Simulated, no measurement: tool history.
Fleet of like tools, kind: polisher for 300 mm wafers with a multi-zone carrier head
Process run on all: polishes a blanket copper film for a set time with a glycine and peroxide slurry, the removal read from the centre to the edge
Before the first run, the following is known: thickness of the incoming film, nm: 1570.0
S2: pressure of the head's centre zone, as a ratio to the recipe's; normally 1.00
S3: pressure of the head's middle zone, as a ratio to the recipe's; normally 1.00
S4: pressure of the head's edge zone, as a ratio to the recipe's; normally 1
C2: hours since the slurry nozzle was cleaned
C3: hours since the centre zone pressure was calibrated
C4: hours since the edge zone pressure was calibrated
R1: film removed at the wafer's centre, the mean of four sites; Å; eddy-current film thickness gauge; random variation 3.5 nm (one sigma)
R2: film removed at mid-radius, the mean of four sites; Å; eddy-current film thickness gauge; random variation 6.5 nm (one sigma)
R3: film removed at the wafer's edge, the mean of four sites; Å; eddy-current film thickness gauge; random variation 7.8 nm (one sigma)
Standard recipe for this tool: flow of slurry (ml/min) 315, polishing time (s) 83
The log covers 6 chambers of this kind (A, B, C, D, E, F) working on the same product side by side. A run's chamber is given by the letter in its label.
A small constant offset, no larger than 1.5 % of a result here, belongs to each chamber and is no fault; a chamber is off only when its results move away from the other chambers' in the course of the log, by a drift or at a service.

{"hour": 2.3, "done": "chamber F: slurry nozzle cleaned"}
{"run": "1C", "hour": 2.9, "flow of slurry (ml/min)": 315, "S2": 1.0, "S3": 1.0, "S4": 1, "polishing time (s)": 83, "wafers polished on this pad": 450, "C2": 177.9, "C3": 970.2, "C4": 141.3, "R1": 5586.6, "R2": 5546.5, "R3": 5730.3}
{"run": "2A", "hour": 7.3, "flow of slurry (ml/min)": 315, "S2": 1.0, "S3": 1.0, "S4": 1, "polishing time (s)": 83, "wafers polished on this pad": 1142, "C2": 527.1, "C3": 823.7, "C4": 82.3, "R1": 5594.9, "R2": 5568.0, "R3": 5553.2}
{"run": "3B", "hour": 9.5, "flow of slurry (ml/min)": 315, "S2": 1.0, "S3": 1.0, "S4": 1, "polishing time (s)": 83, "wafers polished on this pad": 160, "C2": 34.2, "C3": 630.5, "C4": 51.2, "R1": 5582.4, "R2": 5601.9, "R3": 5624.4}
{"run": "4E", "hour": 13.5, "flow of slurry (ml/min)": 315, "S2": 1.0, "S3": 1.0, "S4": 1, "polishing time (s)": 83, "wafers polished on this pad": 573, "C2": 340.2, "C3": 532.3, "C4": 975.6, "R1": 5623.9, "R2": 5473.4, "R3": 5776.7}
{"hour": 16.3, "done": "chamber F: worn pad replaced by a new one"}
{"run": "5F", "hour": 16.4, "flow of slurry (ml/min)": 315, "S2": 1.0, "S3": 1.0, "S4": 1, "polishing time (s)": 83, "wafers polished on this pad": 1, "C2": 14.2, "C3": 149.7, "C4": 1103.4, "R1": 5629.9, "R2": 5589.9, "R3": 5626.8}
{"run": "6D", "hour": 20.2, "flow of slurry (ml/min)": 315, "S2": 1.0, "S3": 1.0, "S4": 1, "polishing time (s)": 83, "wafers polished on this pad": 209, "C2": 193.1, "C3": 53.8, "C4": 86.0, "R1": 5582.7, "R2": 5647.4, "R3": 5676.8}
{"run": "7F", "hour": 24.7, "flow of slurry (ml/min)": 315, "S2": 1.0, "S3": 1.0, "S4": 1, "polishing time (s)": 83, "wafers polished on this pad": 82, "C2": 22.5, "C3": 158.0, "C4": 1111.7, "R1": 5495.6, "R2": 5619.5, "R3": 5535.8}
{"run": "8C", "hour": 27.6, "flow of slurry (ml/min)": 210, "S2": 1.06, "S3": 1.0, "S4": 1, "polishing time (s)": 83, "wafers polished on this pad": 692, "C2": 202.6, "C3": 994.9, "C4": 166.0, "R1": 5660.8, "R2": 5519.2, "R3": 5473.9}
{"run": "9E", "hour": 32.2, "flow of slurry (ml/min)": 210, "S2": 1.06, "S3": 1.0, "S4": 1, "polishing time (s)": 83, "wafers polished on this pad": 757, "C2": 358.9, "C3": 551.0, "C4": 994.3, "R1": 5736.1, "R2": 5310.3, "R3": 5335.3}
{"hour": 34.3, "done": "chamber E: edge zone pressure recalibrated"}
{"run": "10D", "hour": 35.8, "flow of slurry (ml/min)": 210, "S2": 1.06, "S3": 1.0, "S4": 1, "polishing time (s)": 83, "wafers polished on this pad": 363, "C2": 208.7, "C3": 69.4, "C4": 101.6, "R1": 5723.5, "R2": 5455.8, "R3": 5512.4}
{"hour": 37.4, "done": "chamber A: worn pad replaced by a new one"}
{"run": "11B", "hour": 38.0, "flow of slurry (ml/min)": 210, "S2": 1.06, "S3": 1.0, "S4": 1, "polishing time (s)": 83, "wafers polished on this pad": 440, "C2": 62.7, "C3": 659.0, "C4": 79.7, "R1": 5698.1, "R2": 5537.8, "R3": 5436.0}
{"hour": 39.6, "done": "chamber E: worn pad replaced by a new one"}
{"run": "12A", "hour": 40.4, "flow of slurry (ml/min)": 210, "S2": 1.06, "S3": 1.0, "S4": 1, "polishing time (s)": 83, "wafers polished on this pad": 29, "C2": 560.2, "C3": 856.8, "C4": 115.4, "R1": 5709.7, "R2": 5231.5, "R3": 5454.2}
{"run": "13E", "hour": 42.5, "flow of slurry (ml/min)": 210, "S2": 1.06, "S3": 1.0, "S4": 1, "polishing time (s)": 83, "wafers polished on this pad": 28, "C2": 369.2, "C3": 561.3, "C4": 8.3, "R1": 5660.7, "R2": 5173.6, "R3": 5438.6}
{"run": "14A", "hour": 45.0, "flow of slurry (ml/min)": 315, "S2": 1.0, "S3": 0.96, "S4": 1, "polishing time (s)": 70, "wafers polished on this pad": 74, "C2": 564.8, "C3": 861.4, "C4": 120.0, "R1": 4702.6, "R2": 4646.0, "R3": 4702.9}
{"run": "15B", "hour": 49.6, "flow of slurry (ml/min)": 315, "S2": 1.0, "S3": 0.96, "S4": 1, "polishing time (s)": 70, "wafers polished on this pad": 554, "C2": 74.3, "C3": 670.6, "C4": 91.3, "R1": 4701.8, "R2": 4608.6, "R3": 4714.4}
{"run": "16D", "hour": 54.1, "flow of slurry (ml/min)": 315, "S2": 1.0, "S3": 0.96, "S4": 1, "polishing time (s)": 70, "wafers polished on this pad": 542, "C2": 227.0, "C3": 87.7, "C4": 119.9, "R1": 4762.4, "R2": 4547.4, "R3": 4587.2}
{"run": "17F", "hour": 58.5, "flow of slurry (ml/min)": 315, "S2": 1.0, "S3": 0.96, "S4": 1, "polishing time (s)": 70, "wafers polished on this pad": 414, "C2": 56.3, "C3": 191.8, "C4": 1145.5, "R1": 4679.9, "R2": 4570.8, "R3": 4658.2}
{"run": "18C", "hour": 61.1, "flow of slurry (ml/min)": 315, "S2": 1.0, "S3": 0.96, "S4": 1, "polishing time (s)": 70, "wafers polished on this pad": 1021, "C2": 236.1, "C3": 1028.4, "C4": 199.5, "R1": 4615.8, "R2": 4451.6, "R3": 4740.0}
{"run": "19E", "hour": 64.9, "flow of slurry (ml/min)": 315, "S2": 1.0, "S3": 0.96, "S4": 1, "polishing time (s)": 70, "wafers polished on this pad": 248, "C2": 391.6, "C3": 583.7, "C4": 30.7, "R1": 4822.5, "R2": 4506.6, "R3": 4772.5}
{"run": "20F", "hour": 68.7, "flow of slurry (ml/min)": 315, "S2": 1.0, "S3": 1.0, "S4": 1, "polishing time (s)": 83, "wafers polished on this pad": 514, "C2": 66.5, "C3": 202.0, "C4": 1155.7, "R1": 5517.3, "R2": 5586.7, "R3": 5604.8}
{"hour": 72.0, "done": "chamber C: worn pad replaced by a new one"}
{"run": "21A", "hour": 72.7, "flow of slurry (ml/min)": 315, "S2": 1.0, "S3": 1.0, "S4": 1, "polishing time (s)": 83, "wafers polished on this pad": 346, "C2": 592.5, "C3": 889.1, "C4": 147.7, "R1": 5620.7, "R2": 5562.1, "R3": 5550.0}
{"hour": 73.8, "done": "chamber C: centre zone pressure recalibrated"}
{"hour": 76.2, "done": "chamber D: worn pad replaced by a new one"}
{"run": "22D", "hour": 76.5, "flow of slurry (ml/min)": 315, "S2": 1.0, "S3": 1.0, "S4": 1, "polishing time (s)": 83, "wafers polished on this pad": 2, "C2": 249.4, "C3": 110.1, "C4": 142.3, "R1": 5645.9, "R2": 5586.8, "R3": 5555.4}
{"hour": 76.9, "done": "chamber B: worn pad replaced by a new one"}
{"run": "23C", "hour": 79.0, "flow of slurry (ml/min)": 315, "S2": 1.0, "S3": 1.0, "S4": 1, "polishing time (s)": 83, "wafers polished on this pad": 69, "C2": 254.0, "C3": 5.2, "C4": 217.4, "R1": 5533.5, "R2": 5544.0, "R3": 5602.4}
{"run": "24B", "hour": 83.2, "flow of slurry (ml/min)": 315, "S2": 1.0, "S3": 1.0, "S4": 1, "polishing time (s)": 83, "wafers polished on this pad": 62, "C2": 107.9, "C3": 704.2, "C4": 124.9, "R1": 5611.5, "R2": 5580.1, "R3": 5535.0}
{"run": "25F", "hour": 87.5, "flow of slurry (ml/min)": 315, "S2": 1.0, "S3": 1.0, "S4": 1, "polishing time (s)": 83, "wafers polished on this pad": 699, "C2": 85.3, "C3": 220.8, "C4": 1174.5, "R1": 5566.6, "R2": 5651.3, "R3": 5542.4}
{"hour": 90.2, "done": "chamber F: worn pad replaced by a new one"}
{"run": "26B", "hour": 91.0, "flow of slurry (ml/min)": 405, "S2": 1.08, "S3": 1.0, "S4": 1, "polishing time (s)": 83, "wafers polished on this pad": 139, "C2": 115.7, "C3": 712.0, "C4": 132.7, "R1": 6188.4, "R2": 5722.4, "R3": 5712.4}
{"run": "27D", "hour": 94.4, "flow of slurry (ml/min)": 405, "S2": 1.08, "S3": 1.0, "S4": 1, "polishing time (s)": 83, "wafers polished on this pad": 178, "C2": 267.3, "C3": 128.0, "C4": 160.2, "R1": 6275.5, "R2": 5818.8, "R3": 5715.4}
{"run": "28C", "hour": 98.5, "flow of slurry (ml/min)": 405, "S2": 1.08, "S3": 1.0, "S4": 1, "polishing time (s)": 83, "wafers polished on this pad": 260, "C2": 273.5, "C3": 24.7, "C4": 236.9, "R1": 6098.7, "R2": 5651.1, "R3": 5823.6}
{"run": "29A", "hour": 100.5, "flow of slurry (ml/min)": 405, "S2": 1.08, "S3": 1.0, "S4": 1, "polishing time (s)": 83, "wafers polished on this pad": 620, "C2": 620.3, "C3": 916.9, "C4": 175.5, "R1": 6287.5, "R2": 5751.0, "R3": 5718.6}
{"run": "30E", "hour": 103.4, "flow of slurry (ml/min)": 405, "S2": 1.08, "S3": 1.0, "S4": 1, "polishing time (s)": 83, "wafers polished on this pad": 627, "C2": 430.1, "C3": 622.2, "C4": 69.2, "R1": 6190.2, "R2": 5662.6, "R3": 5927.6}
{"run": "31B", "hour": 106.0, "flow of slurry (ml/min)": 405, "S2": 1.08, "S3": 1.0, "S4": 1, "polishing time (s)": 83, "wafers polished on this pad": 286, "C2": 130.7, "C3": 727.0, "C4": 147.7, "R1": 6192.6, "R2": 5744.4, "R3": 5619.8}
{"run": "32E", "hour": 109.8, "flow of slurry (ml/min)": 315, "S2": 1.0, "S3": 1.0, "S4": 1, "polishing time (s)": 83, "wafers polished on this pad": 690, "C2": 436.5, "C3": 628.6, "C4": 75.6, "R1": 5601.9, "R2": 5419.4, "R3": 5794.6}
{"hour": 111.7, "done": "chamber E: worn pad replaced by a new one"}
{"run": "33C", "hour": 113.7, "flow of slurry (ml/min)": 315, "S2": 1.0, "S3": 1.0, "S4": 1, "polishing time (s)": 83, "wafers polished on this pad": 410, "C2": 288.7, "C3": 39.9, "C4": 252.1, "R1": 5469.3, "R2": 5548.8, "R3": 5567.8}
{"run": "34A", "hour": 116.4, "flow of slurry (ml/min)": 315, "S2": 1.0, "S3": 1.0, "S4": 1, "polishing time (s)": 83, "wafers polished on this pad": 776, "C2": 636.2, "C3": 932.8, "C4": 191.4, "R1": 5669.0, "R2": 5559.5, "R3": 5495.3}
{"run": "35F", "hour": 119.6, "flow of slurry (ml/min)": 315, "S2": 1.0, "S3": 1.0, "S4": 1, "polishing time (s)": 83, "wafers polished on this pad": 289, "C2": 117.4, "C3": 252.9, "C4": 1206.6, "R1": 5557.7, "R2": 5641.1, "R3": 5757.9}
{"run": "36D", "hour": 121.5, "flow of slurry (ml/min)": 315, "S2": 1.0, "S3": 1.0, "S4": 1, "polishing time (s)": 83, "wafers polished on this pad": 445, "C2": 294.4, "C3": 155.1, "C4": 187.3, "R1": 5662.0, "R2": 5636.1, "R3": 5612.0}
{"run": "37B", "hour": 124.7, "flow of slurry (ml/min)": 315, "S2": 1.0, "S3": 1.0, "S4": 1, "polishing time (s)": 83, "wafers polished on this pad": 470, "C2": 149.4, "C3": 745.7, "C4": 166.4, "R1": 5626.5, "R2": 5662.4, "R3": 5542.1}
{"run": "38E", "hour": 127.1, "flow of slurry (ml/min)": 315, "S2": 1.0, "S3": 1.0, "S4": 1, "polishing time (s)": 83, "wafers polished on this pad": 151, "C2": 453.8, "C3": 645.9, "C4": 92.9, "R1": 5622.2, "R2": 5529.5, "R3": 5761.6}
{"run": "39F", "hour": 131.0, "flow of slurry (ml/min)": 315, "S2": 1.0, "S3": 1.0, "S4": 1, "polishing time (s)": 83, "wafers polished on this pad": 401, "C2": 128.8, "C3": 264.3, "C4": 1218.0, "R1": 5508.7, "R2": 5504.7, "R3": 5661.0}
{"run": "40A", "hour": 133.2, "flow of slurry (ml/min)": 315, "S2": 1.0, "S3": 1.0, "S4": 1, "polishing time (s)": 83, "wafers polished on this pad": 941, "C2": 653.0, "C3": 949.6, "C4": 208.2, "R1": 5610.6, "R2": 5654.5, "R3": 5528.9}
{"run": "41D", "hour": 135.3, "flow of slurry (ml/min)": 315, "S2": 1.0, "S3": 1.07, "S4": 1, "polishing time (s)": 83, "wafers polished on this pad": 580, "C2": 308.2, "C3": 168.9, "C4": 201.1, "R1": 5652.9, "R2": 6096.7, "R3": 5595.0}
{"run": "42C", "hour": 139.2, "flow of slurry (ml/min)": 315, "S2": 1.0, "S3": 1.07, "S4": 1, "polishing time (s)": 83, "wafers polished on this pad": 660, "C2": 314.2, "C3": 65.4, "C4": 277.6, "R1": 5316.3, "R2": 5745.6, "R3": 5353.8}

Decide between three cases: one chamber stands off from its peers, the gauge reading all wafers drifts, or nothing is wrong past each chamber's small offset. Where a chamber is off, say which and what most likely put it there.

It is chamber C that slowly wanders off from its peers.
Cause: slurry flow missing at the pad, % = 29.5.

Chamber C could run next with any of the 4 candidate recipes listed below; each alters the usual settings, and their results appear as question marks. Which one brings its results back in line with what the other chambers deliver on the usual settings?
In-line tolerance around the mean of the other chambers on the usual settings: R1 120.0 Å; R2 220.0 Å; R3 270.0 Å
{"run": "43C-1", "hour": 142.5, "flow of slurry (ml/min)": 305, "S2": 0.96, "S3": 0.98, "S4": 1.03, "polishing time (s)": 80, "R1": "?", "R2": "?", "R3": "?"}
{"run": "43C-2", "hour": 142.5, "flow of slurry (ml/min)": 310, "S2": 0.98, "S3": 0.99, "S4": 1.01, "polishing time (s)": 81, "R1": "?", "R2": "?", "R3": "?"}
{"run": "43C-3", "hour": 142.5, "flow of slurry (ml/min)": 320, "S2": 1.02, "S3": 1.01, "S4": 0.99, "polishing time (s)": 85, "R1": "?", "R2": "?", "R3": "?"}
{"run": "43C-4", "hour": 142.5, "flow of slurry (ml/min)": 325, "S2": 1.04, "S3": 1.02, "S4": 0.97, "polishing time (s)": 86, "R1": "?", "R2": "?", "R3": "?"}

Other chambers, usual settings, mean: R1 5611.8 Å; R2 5589.1 Å; R3 5598.6 Å
run=43C-1 R1=4912.2 R2=5073.1 R3=5323.5
run=43C-2 R1=5102.2 R2=5196.2 R3=5341.7
run=43C-3 R1=5624.6 R2=5577.5 R3=5561.9
run=43C-4 R1=5827.9 R2=5706.1 R3=5574.5
The answer is 43C-3, which returns the chamber to within the allowed miss of the others.
